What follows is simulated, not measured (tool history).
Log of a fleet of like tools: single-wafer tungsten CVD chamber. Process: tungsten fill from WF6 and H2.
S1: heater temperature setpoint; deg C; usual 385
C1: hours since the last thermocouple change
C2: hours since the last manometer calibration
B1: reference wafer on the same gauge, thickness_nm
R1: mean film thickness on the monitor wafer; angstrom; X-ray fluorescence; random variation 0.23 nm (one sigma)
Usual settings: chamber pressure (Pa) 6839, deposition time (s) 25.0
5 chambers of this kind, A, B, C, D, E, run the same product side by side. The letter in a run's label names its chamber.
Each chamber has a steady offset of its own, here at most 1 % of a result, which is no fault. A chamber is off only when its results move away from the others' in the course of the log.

Run 1D, day 0.200: usual settings; C1 261.9; C2 1190.8; B1 61.151. Result: R1 702.86 angstrom.
Run 2C, day 0.583: usual settings; C1 750.1; C2 2121.8; B1 61.102. Result: R1 699.57 angstrom.
Run 3A, day 0.792: usual settings; C1 142.3; C2 802.8; B1 61.051. Result: R1 703.20 angstrom.
Run 4E, day 1.042: usual settings; C1 1214.1; C2 1685.5; B1 61.086. Result: R1 699.00 angstrom.
Run 5B, day 1.400: usual settings; C1 799.1; C2 1815.4; B1 61.088. Result: R1 705.14 angstrom.
Run 6B, day 1.696: usual settings; C1 806.2; C2 1822.5; B1 61.130. Result: R1 706.24 angstrom.
Run 7D, day 2.121: usual settings; C1 308.0; C2 1236.9; B1 61.122. Result: R1 701.11 angstrom.
Run 8E, day 2.379: usual settings; C1 1246.2; C2 1717.6; B1 61.147. Result: R1 697.36 angstrom.
Run 9C, day 2.646: usual settings; C1 799.6; C2 2171.3; B1 61.114. Result: R1 701.35 angstrom.
Run 10A, day 2.992: usual settings; C1 195.1; C2 855.6; B1 61.068. Result: R1 701.11 angstrom.
Run 11A, day 3.225: usual settings; C1 200.7; C2 861.2; B1 61.126. Result: R1 706.33 angstrom.
Run 12B, day 3.450: usual settings; C1 848.3; C2 1864.6; B1 61.126. Result: R1 702.26 angstrom.
Run 13C, day 3.671: usual settings but chamber pressure (Pa) 6026; C1 824.2; C2 2195.9; B1 61.066. Result: R1 665.61 angstrom.
Run 14E, day 3.896: usual settings but chamber pressure (Pa) 6026; C1 1282.6; C2 1754.0; B1 61.101. Result: R1 659.81 angstrom.
Run 15D, day 4.100: usual settings but chamber pressure (Pa) 6026; C1 355.5; C2 1284.4; B1 61.111. Result: R1 662.36 angstrom.
Run 16E, day 4.300: usual settings but chamber pressure (Pa) 6026; C1 1292.3; C2 1763.7; B1 61.140. Result: R1 656.11 angstrom.
At day 4.538: chamber E: capacitance manometer re-zeroed and calibrated.
Run 17C, day 4.604: usual settings but chamber pressure (Pa) 6026; C1 846.6; C2 2218.3; B1 61.075. Result: R1 667.05 angstrom.
Run 18B, day 4.938: usual settings; C1 884.0; C2 1900.3; B1 61.104. Result: R1 707.46 angstrom.
Run 19D, day 5.238: usual settings; C1 382.8; C2 1311.7; B1 61.089. Result: R1 699.31 angstrom.
Run 20A, day 5.554: usual settings; C1 256.6; C2 917.1; B1 61.130. Result: R1 704.88 angstrom.
Run 21D, day 5.858: usual settings; C1 397.7; C2 1326.6; B1 61.053. Result: R1 698.08 angstrom.
Run 22C, day 6.254: usual settings; C1 886.2; C2 2257.9; B1 61.155. Result: R1 705.83 angstrom.
Run 23B, day 6.550: usual settings; C1 922.7; C2 1939.0; B1 61.064. Result: R1 704.55 angstrom.
Run 24E, day 6.750: usual settings; C1 1351.1; C2 53.2; B1 61.130. Result: R1 693.97 angstrom.
Run 25A, day 7.167: usual settings; C1 295.3; C2 955.8; B1 61.151. Result: R1 707.61 angstrom.
Run 26D, day 7.571: usual settings; C1 438.8; C2 1367.7; B1 61.170. Result: R1 688.46 angstrom.
Run 27A, day 7.842: usual settings; C1 311.5; C2 972.0; B1 61.053. Result: R1 705.62 angstrom.
Run 28E, day 8.162: usual settings; C1 1385.0; C2 87.1; B1 61.163. Result: R1 699.93 angstrom.
Run 29B, day 8.354: usual settings but S1 392 deg C, deposition time (s) 27.2; C1 966.0; C2 1982.3; B1 61.119. Result: R1 881.62 angstrom.
Run 30C, day 8.612: usual settings but S1 392 deg C, deposition time (s) 27.2; C1 942.8; C2 2314.5; B1 61.054. Result: R1 881.01 angstrom.
Run 31D, day 8.971: usual settings but S1 392 deg C, deposition time (s) 27.2; C1 472.4; C2 1401.3; B1 61.077. Result: R1 858.14 angstrom.
Run 32C, day 9.171: usual settings but S1 392 deg C, deposition time (s) 27.2; C1 956.2; C2 2327.9; B1 61.098. Result: R1 883.14 angstrom.
Run 33A, day 9.533: usual settings but S1 392 deg C, deposition time (s) 27.2; C1 352.1; C2 1012.6; B1 61.091. Result: R1 884.90 angstrom.
Run 34E, day 9.946: usual settings; C1 1427.8; C2 129.9; B1 61.117. Result: R1 697.91 angstrom.
Run 35B, day 10.342: usual settings; C1 1013.7; C2 2030.0; B1 61.117. Result: R1 703.62 angstrom.
Run 36A, day 10.750: usual settings; C1 381.3; C2 1041.8; B1 61.138. Result: R1 701.63 angstrom.
Run 37D, day 11.133: usual settings; C1 524.3; C2 1453.2; B1 61.077. Result: R1 677.27 angstrom.

Is one chamber off against the others, does the gauge drift, or is nothing wrong? If a chamber is off, say which, and what the likeliest cause is.

Chamber D drifts away from the others.
Cause: true pressure below the setpoint (%) = 7.15.
The log may not tell that from: wafer temperature below the value expected at the setpoint (K).

Here are 4 candidates for chamber D's next run, each the usual settings with a change, their results left as question marks. Which one brings its results back in line with what the others give on the usual settings?
In line means no further than this from the other chambers' mean on the usual settings: R1 8.00 angstrom
Run 38D-1, day 11.446: usual settings but chamber pressure (Pa) 6973, deposition time (s) 25.7. Result: R1 ?.
Run 38D-2, day 11.446: usual settings but chamber pressure (Pa) 6706, deposition time (s) 24.3. Result: R1 ?.
Run 38D-3, day 11.446: usual settings but deposition time (s) 24.6. Result: R1 ?.
Run 38D-4, day 11.446: usual settings but chamber pressure (Pa) 6893, deposition time (s) 25.3. Result: R1 ?.

The other chambers' mean on the usual settings: R1 703.11 angstrom
  run      R1
38D-1  704.97
38D-2  654.73
38D-3  668.79
38D-4  690.33
38D-1 brings the chamber back in line.
